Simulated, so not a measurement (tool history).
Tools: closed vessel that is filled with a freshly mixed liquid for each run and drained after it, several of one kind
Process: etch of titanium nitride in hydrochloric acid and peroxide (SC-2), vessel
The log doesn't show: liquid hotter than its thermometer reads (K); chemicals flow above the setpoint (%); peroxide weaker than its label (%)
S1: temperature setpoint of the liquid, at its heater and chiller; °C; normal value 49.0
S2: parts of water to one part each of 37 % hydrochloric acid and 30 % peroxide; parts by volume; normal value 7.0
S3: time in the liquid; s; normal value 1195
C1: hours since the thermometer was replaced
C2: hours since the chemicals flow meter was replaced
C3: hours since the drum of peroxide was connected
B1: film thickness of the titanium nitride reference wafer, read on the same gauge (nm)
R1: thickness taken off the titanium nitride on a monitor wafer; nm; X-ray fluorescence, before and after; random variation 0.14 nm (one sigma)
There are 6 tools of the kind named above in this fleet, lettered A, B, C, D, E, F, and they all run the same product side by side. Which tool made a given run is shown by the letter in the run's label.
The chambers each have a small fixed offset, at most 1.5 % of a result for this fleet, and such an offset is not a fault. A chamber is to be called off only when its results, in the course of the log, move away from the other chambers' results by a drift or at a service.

At day 0.262: chamber E: new drum of peroxide connected.
Run 1E, day 0.367: usual settings; C1 757.8; C2 763.2; C3 2.6; B1 100.010. Result: R1 38.620 nm.
Run 2A, day 0.904: usual settings; C1 113.7; C2 115.8; C3 583.4; B1 100.010. Result: R1 38.273 nm.
Run 3D, day 1.238: usual settings; C1 1371.8; C2 616.6; C3 188.8; B1 100.010. Result: R1 37.823 nm.
Run 4C, day 1.888: usual settings; C1 748.4; C2 551.6; C3 62.5; B1 99.996. Result: R1 38.517 nm.
Run 5B, day 2.417: usual settings; C1 428.1; C2 456.3; C3 465.9; B1 100.010. Result: R1 38.715 nm.
Run 6F, day 2.967: usual settings; C1 1507.0; C2 1252.6; C3 142.0; B1 100.010. Result: R1 38.545 nm.
Run 7A, day 3.646: usual settings; C1 179.5; C2 181.6; C3 649.2; B1 100.020. Result: R1 38.352 nm.
Run 8C, day 4.325: usual settings; C1 806.9; C2 610.1; C3 121.0; B1 99.966. Result: R1 38.545 nm.
Run 9E, day 4.796: usual settings; C1 864.1; C2 869.5; C3 108.9; B1 99.955. Result: R1 38.671 nm.
Run 10D, day 5.333: usual settings; C1 1470.1; C2 714.9; C3 287.1; B1 100.050. Result: R1 38.093 nm.
Run 11B, day 5.675: usual settings; C1 506.3; C2 534.5; C3 544.1; B1 100.020. Result: R1 39.058 nm.
Run 12F, day 6.204: usual settings; C1 1584.7; C2 1330.3; C3 219.7; B1 99.988. Result: R1 38.303 nm.
Run 13D, day 6.871: usual settings; C1 1507.0; C2 751.8; C3 324.0; B1 99.983. Result: R1 37.996 nm.
Run 14F, day 7.192: usual settings but S2 10.5 parts by volume; C1 1608.4; C2 1354.0; C3 243.4; B1 100.020. Result: R1 27.786 nm.
Run 15B, day 7.754: usual settings but S2 10.5 parts by volume; C1 556.2; C2 584.4; C3 594.0; B1 100.000. Result: R1 27.654 nm.
Run 16E, day 8.379: usual settings but S2 10.5 parts by volume; C1 950.1; C2 955.5; C3 194.9; B1 100.010. Result: R1 27.689 nm.
Run 17A, day 8.688: usual settings but S2 10.5 parts by volume; C1 300.5; C2 302.6; C3 770.2; B1 99.979. Result: R1 27.686 nm.
Run 18C, day 9.121: usual settings but S2 10.5 parts by volume; C1 922.0; C2 725.2; C3 236.1; B1 100.010. Result: R1 27.560 nm.
Run 19E, day 9.800: usual settings but S2 10.5 parts by volume; C1 984.2; C2 989.6; C3 229.0; B1 100.020. Result: R1 27.697 nm.
At day 10.329: chamber B: thermometer replaced.
At day 10.354: chamber D: new drum of peroxide connected.
Run 20D, day 10.362: usual settings but S1 44.5 °C, S2 5.0 parts by volume; C1 1590.8; C2 835.6; C3 0.2; B1 99.992. Result: R1 36.092 nm.
Run 21F, day 11.004: usual settings but S1 44.5 °C, S2 5.0 parts by volume; C1 1699.9; C2 1445.5; C3 334.9; B1 100.040. Result: R1 36.733 nm.
Run 22A, day 11.392: usual settings but S1 44.5 °C, S2 5.0 parts by volume; C1 365.4; C2 367.5; C3 835.1; B1 99.990. Result: R1 36.381 nm.
At day 11.942: chamber A: new drum of peroxide connected.
Run 23B, day 12.054: usual settings but S1 44.5 °C, S2 5.0 parts by volume; C1 41.4; C2 687.6; C3 697.2; B1 100.030. Result: R1 35.848 nm.
Run 24C, day 12.600: usual settings but S1 44.5 °C, S2 5.0 parts by volume; C1 1005.5; C2 808.7; C3 319.6; B1 100.010. Result: R1 36.072 nm.
Run 25C, day 13.167: usual settings but S1 44.5 °C, S2 5.0 parts by volume; C1 1019.1; C2 822.3; C3 333.2; B1 100.030. Result: R1 36.108 nm.
At day 13.642: chamber C: thermometer replaced.
Run 26A, day 13.742: usual settings; C1 421.8; C2 423.9; C3 43.3; B1 99.988. Result: R1 38.244 nm.
At day 13.992: chamber C: new drum of peroxide connected.
Run 27B, day 14.104: usual settings; C1 90.6; C2 736.8; C3 746.4; B1 99.989. Result: R1 37.692 nm.
Run 28D, day 14.658: usual settings; C1 1693.9; C2 938.7; C3 103.3; B1 99.969. Result: R1 38.062 nm.
Run 29F, day 15.208: usual settings but S1 40.5 °C, S3 1825 s; C1 1800.8; C2 1546.4; C3 435.8; B1 100.010. Result: R1 32.960 nm.
Run 30E, day 15.533: usual settings but S1 40.5 °C, S3 1825 s; C1 1121.8; C2 1127.2; C3 366.6; B1 99.984. Result: R1 33.006 nm.
Run 31D, day 15.842: usual settings but S1 40.5 °C, S3 1825 s; C1 1722.3; C2 967.1; C3 131.7; B1 100.030. Result: R1 32.696 nm.
Run 32B, day 16.429: usual settings but S1 40.5 °C, S3 1825 s; C1 146.4; C2 792.6; C3 802.2; B1 99.975. Result: R1 31.436 nm.
Run 33F, day 16.850: usual settings but S1 40.5 °C, S3 1825 s; C1 1840.2; C2 1585.8; C3 475.2; B1 99.972. Result: R1 32.868 nm.
Run 34E, day 17.171: usual settings but S1 40.5 °C, S3 1825 s; C1 1161.1; C2 1166.5; C3 405.9; B1 100.010. Result: R1 33.262 nm.
Run 35C, day 17.829: usual settings; C1 100.6; C2 934.2; C3 92.2; B1 99.997. Result: R1 38.052 nm.
Run 36A, day 18.500: usual settings but S3 535 s; C1 536.0; C2 538.1; C3 157.5; B1 100.020. Result: R1 17.126 nm.

Next, every chamber runs the same settings. What will each give?
Run 37A, day 18.988: usual settings. Result: R1 ?.
Run 37B, day 18.988: usual settings. Result: R1 ?.
Run 37C, day 18.988: usual settings. Result: R1 ?.
Run 37D, day 18.988: usual settings. Result: R1 ?.
Run 37E, day 18.988: usual settings. Result: R1 ?.
Run 37F, day 18.988: usual settings. Result: R1 ?.

run      R1
37A  38.312
37B  37.011
37C  38.219
37D  38.049
37E  38.685
37F  38.510
